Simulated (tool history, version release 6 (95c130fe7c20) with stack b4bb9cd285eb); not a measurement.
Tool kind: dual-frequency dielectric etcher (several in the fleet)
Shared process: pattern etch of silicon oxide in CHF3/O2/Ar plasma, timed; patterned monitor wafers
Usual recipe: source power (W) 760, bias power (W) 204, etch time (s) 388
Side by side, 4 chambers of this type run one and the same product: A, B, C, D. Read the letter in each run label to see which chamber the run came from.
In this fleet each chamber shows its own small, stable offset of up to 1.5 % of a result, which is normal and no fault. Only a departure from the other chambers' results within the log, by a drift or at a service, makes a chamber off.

run,hour,source power (W),bias power (W),etch time (s),hours since the last wet clean,hours since the last source power generator calibration,hours since the last bias power generator calibration,"read-back reference wafer on the same gauge, depth_nm",mean etch depth across the wafer (nm)
1C,5.1,760,204,388,319.8,54.2,1619.5,1037.9,877.01
# hour 10.9: chamber C: wet clean of the chamber
2D,12.4,760,204,388,133.5,2635.8,614.9,1037.3,876.42
3B,17.5,760,204,388,352.1,2233.8,2609.3,1037.5,873.55
4A,21.9,760,204,388,263,92.3,392.2,1036.8,863.21
5B,28.2,760,204,388,362.8,2244.5,2620,1036.4,872.27
6D,32.8,760,204,388,153.9,2656.2,635.3,1037,874.95
7A,39.1,760,204,388,280.2,109.5,409.4,1036.3,863.49
8C,46.6,760,204,388,35.7,95.7,1661,1036,877.71
9B,50.9,760,204,388,385.5,2267.2,2642.7,1035.8,871.5
10D,54.8,610,204,439,175.9,2678.2,657.3,1035.6,909.83
11C,62.9,610,204,439,52,112,1677.3,1035.1,908.89
12A,66.5,610,204,439,307.6,136.9,436.8,1035.7,899.38
13D,73.8,610,204,439,194.9,2697.2,676.3,1035.1,909.26
14C,78.2,760,204,388,67.3,127.3,1692.6,1034.7,876.58
15A,83.8,760,204,388,324.9,154.2,454.1,1034.4,865.11
16B,89.8,760,204,388,424.4,2306.1,2681.6,1034.8,869.73
# hour 93.1: chamber A: wet clean of the chamber
17A,96.8,760,204,388,3.8,167.2,467.1,1033.8,862.19
# hour 102: chamber B: wet clean of the chamber
18B,104.1,760,204,388,2.2,2320.4,2695.9,1034.2,868.96
19D,111.6,920,204,301.5,232.7,2735,714.1,1033.8,729.73
# hour 114.3: chamber D: source power generator calibrated
20C,116.5,920,204,301.5,105.6,165.6,1730.9,1033.3,731.55
21B,123.4,920,204,301.5,21.5,2339.7,2715.2,1032.5,727.4
22C,130.6,920,204,301.5,119.7,179.7,1745,1032,730.58
23D,136.2,760,204,388,257.3,21.9,738.7,1032.6,872.85
24A,140.6,760,204,388,47.6,211,510.9,1031.8,861.5
25B,148.7,760,204,388,46.8,2365,2740.5,1031.8,870.08
26A,155.3,760,250,284,62.3,225.7,525.6,1031.7,674.34
27D,162.2,760,250,284,283.3,47.9,764.7,1030.9,685.64
28C,166.4,760,250,284,155.5,215.5,1780.8,1031,684.13
29A,172.8,760,250,284,79.8,243.2,543.1,1030.8,676

Is one chamber out of step, is the gauge drifting, or do the chambers differ by no more than their own small offsets? For an off chamber, give its letter and the likeliest cause.

The shared gauge is drifting. All chambers look as if they move in step, but none is off.
Likeliest cause: gauge reads low (%) = 0.722.
